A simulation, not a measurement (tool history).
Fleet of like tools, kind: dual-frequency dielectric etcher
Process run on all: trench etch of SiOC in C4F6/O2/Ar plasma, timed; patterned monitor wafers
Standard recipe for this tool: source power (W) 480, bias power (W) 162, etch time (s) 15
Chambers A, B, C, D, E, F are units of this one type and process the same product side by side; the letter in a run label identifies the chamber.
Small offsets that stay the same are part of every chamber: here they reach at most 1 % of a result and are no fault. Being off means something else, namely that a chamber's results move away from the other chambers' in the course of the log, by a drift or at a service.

run	day	source power (W)	bias power (W)	etch time (s)	hours since the last wet clean	hours since the last source power generator calibration	hours since the last bias power generator calibration	read-back reference wafer on the same gauge, depth_nm	mean etch depth across the wafer (Å)
1A	0.121	480	162	15	339.5	1408.0	1919.3	33.707	322.13
2D	0.254	480	162	15	506.5	3992.9	466.5	33.712	323.72
# day 0.296: chamber A: wet clean of the chamber
3F	0.358	480	162	15	406.8	2849.8	1153.1	33.718	324.06
4B	0.500	480	162	15	333.9	830.5	2418.0	33.710	325.06
5C	0.638	480	162	15	305.9	2635.0	623.6	33.710	323.22
6E	0.804	480	162	15	107.5	3995.1	3062.0	33.723	324.31
7F	0.908	480	162	15	420.0	2863.0	1166.3	33.726	323.31
8A	1.004	480	162	15	17.0	1429.2	1940.5	33.720	322.80
9B	1.188	480	162	15	350.4	847.0	2434.5	33.735	325.24
10D	1.350	480	162	15	532.8	4019.2	492.8	33.738	323.95
11E	1.442	480	162	15	122.8	4010.4	3077.3	33.745	325.05
12C	1.617	480	162	15	329.4	2658.5	647.1	33.756	323.31
13E	1.721	480	162	15	129.5	4017.1	3084.0	33.744	324.58
14A	1.896	430	162	15	38.4	1450.6	1961.9	33.749	308.41
15B	2.004	430	162	15	370.0	866.6	2454.1	33.753	311.66
16D	2.146	430	162	15	551.9	4038.3	511.9	33.749	311.27
17F	2.321	430	162	15	453.9	2896.9	1200.2	33.760	310.43
18C	2.450	430	162	15	349.4	2678.5	667.1	33.770	310.35
19F	2.617	430	162	15	461.0	2904.0	1207.3	33.772	310.43
20D	2.800	480	162	15	567.6	4054.0	527.6	33.780	324.34
21E	2.950	480	162	15	159.0	4046.6	3113.5	33.781	324.51
22A	3.046	480	175	15	66.0	1478.2	1989.5	33.782	331.06
# day 3.125: chamber D: wet clean of the chamber
23B	3.142	480	175	15	397.3	893.9	2481.4	33.795	334.75
24C	3.283	480	175	15	369.4	2698.5	687.1	33.805	331.37
# day 3.408: chamber C: source power generator calibrated
25B	3.479	480	175	15	405.4	902.0	2489.5	33.810	334.55
26D	3.571	480	175	15	10.8	4072.5	546.1	33.803	332.71
27A	3.688	480	175	15	81.4	1493.6	2004.9	33.816	330.98
28F	3.879	480	191	11	491.3	2934.3	1237.6	33.820	250.44
29E	4.038	480	191	11	185.1	4072.7	3139.6	33.816	250.73
30C	4.233	480	191	11	392.2	19.9	709.9	33.825	249.97
31E	4.379	480	191	11	193.3	4080.9	3147.8	33.824	251.46
32C	4.529	480	191	11	399.3	27.0	717.0	33.826	250.06
33D	4.679	480	191	11	37.4	4099.1	572.7	33.835	251.26
34A	4.808	480	162	15	108.3	1520.5	2031.8	33.834	323.10
35B	4.967	480	162	13	441.1	937.7	2525.2	33.851	283.15
36F	5.092	480	162	13	520.4	2963.4	1266.7	33.847	281.42
37C	5.246	480	162	13	416.5	44.2	734.2	33.853	281.54
38A	5.333	480	162	13	120.9	1533.1	2044.4	33.853	280.45
39F	5.529	480	162	13	530.9	2973.9	1277.2	33.855	281.85
40D	5.717	480	162	13	62.3	4124.0	597.6	33.864	282.67
41B	5.854	480	162	15	462.4	959.0	2546.5	33.876	327.31

Does one chamber stand apart from the rest, does the shared gauge drift, or is all well apart from small per-chamber offsets? Give the chamber and the most likely cause, where there is one.

The gauge drifts, so all chambers seem to drift together. No chamber is off.
What lies behind it: gauge reads high (%) = 0.506.
